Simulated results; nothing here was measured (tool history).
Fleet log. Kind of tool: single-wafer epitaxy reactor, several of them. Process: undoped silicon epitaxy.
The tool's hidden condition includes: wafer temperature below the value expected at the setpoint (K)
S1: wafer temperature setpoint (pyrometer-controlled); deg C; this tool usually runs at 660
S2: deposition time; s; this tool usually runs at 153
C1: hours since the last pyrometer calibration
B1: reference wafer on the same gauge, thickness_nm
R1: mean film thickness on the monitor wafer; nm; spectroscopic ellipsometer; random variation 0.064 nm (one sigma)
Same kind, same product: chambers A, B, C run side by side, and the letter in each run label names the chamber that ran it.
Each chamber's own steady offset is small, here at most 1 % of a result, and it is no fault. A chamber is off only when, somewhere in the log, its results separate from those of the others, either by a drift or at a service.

run   hour   S1   S2      C1      B1      R1
 1A    8.5  660  153    1125  25.907  32.108
 2B   18.1  660  153   770.7    25.9  32.049
 3C   26.4  660  153   457.3  25.912  31.856
 4B   32.6  660  153   785.2  25.901  31.911
 5A   40.8  660  153  1157.3  25.899  32.125
 6C     50  660  153   480.9  25.895  31.896
 7C   59.7  660  153   490.6  25.895   31.91
 8B   70.6  660  153   823.2  25.904  31.847
 9A   78.9  660  180  1195.4  25.903  37.637
10B   91.6  660  180   844.2  25.903  37.494
11A  104.7  660  180  1221.2  25.905  37.685
12C  116.5  660  138   547.4  25.908  28.746
13A  123.8  660  138  1240.3  25.903  28.854
14C  134.2  660  138   565.1   25.89  28.632
15B  147.2  660  153   899.8   25.89  31.895
16A    159  660  153  1275.5  25.903  32.045
17C  171.6  660  153   602.5  25.891  31.794
18B  184.3  660  153   936.9  25.899   31.81
19C  194.7  660  153   625.6  25.908  31.751
20B  202.6  668  153   955.2  25.898  37.777
21A  215.6  668  153  1332.1  25.889  37.932
22A  221.9  668  153  1338.4    25.9  37.908
23B    229  660  153   981.6  25.906  31.974
24C    236  660  153   666.9  25.902  31.724
25B  248.9  660  153  1001.5  25.902  31.986
26A  260.9  660  153  1377.4  25.894  32.068
27C    267  660  153   697.9  25.904   31.51
28A  273.7  660  153  1390.2    25.9  32.055
29B    282  660  153  1034.6  25.896  31.965
30C  292.1  660  153     723  25.908  31.532
31C  304.5  660  153   735.4  25.894  31.464
     310.2  -- chamber B: pyrometer calibrated
32A  313.4  660  153  1429.9  25.908  31.982
33B  322.9  666  175    12.7  25.895   41.47
34B  330.2  666  175      20  25.903  41.651
35C  342.9  666  175   773.8  25.905  40.826
36A  348.8  672  134  1465.3  25.893   36.17
37B  357.1  672  134    46.9    25.9   36.18
38C  370.2  672  134   801.1  25.896  35.306
39A  376.8  660  153  1493.3  25.907  31.984
40C  387.4  660  153   818.3  25.888  31.397

Next, every chamber runs the same settings. What will each give?
41A   397  646  153           ?
41B   397  646  153           ?
41C   397  646  153           ?

run      R1
41A  23.635
41B   23.58
41C  23.246
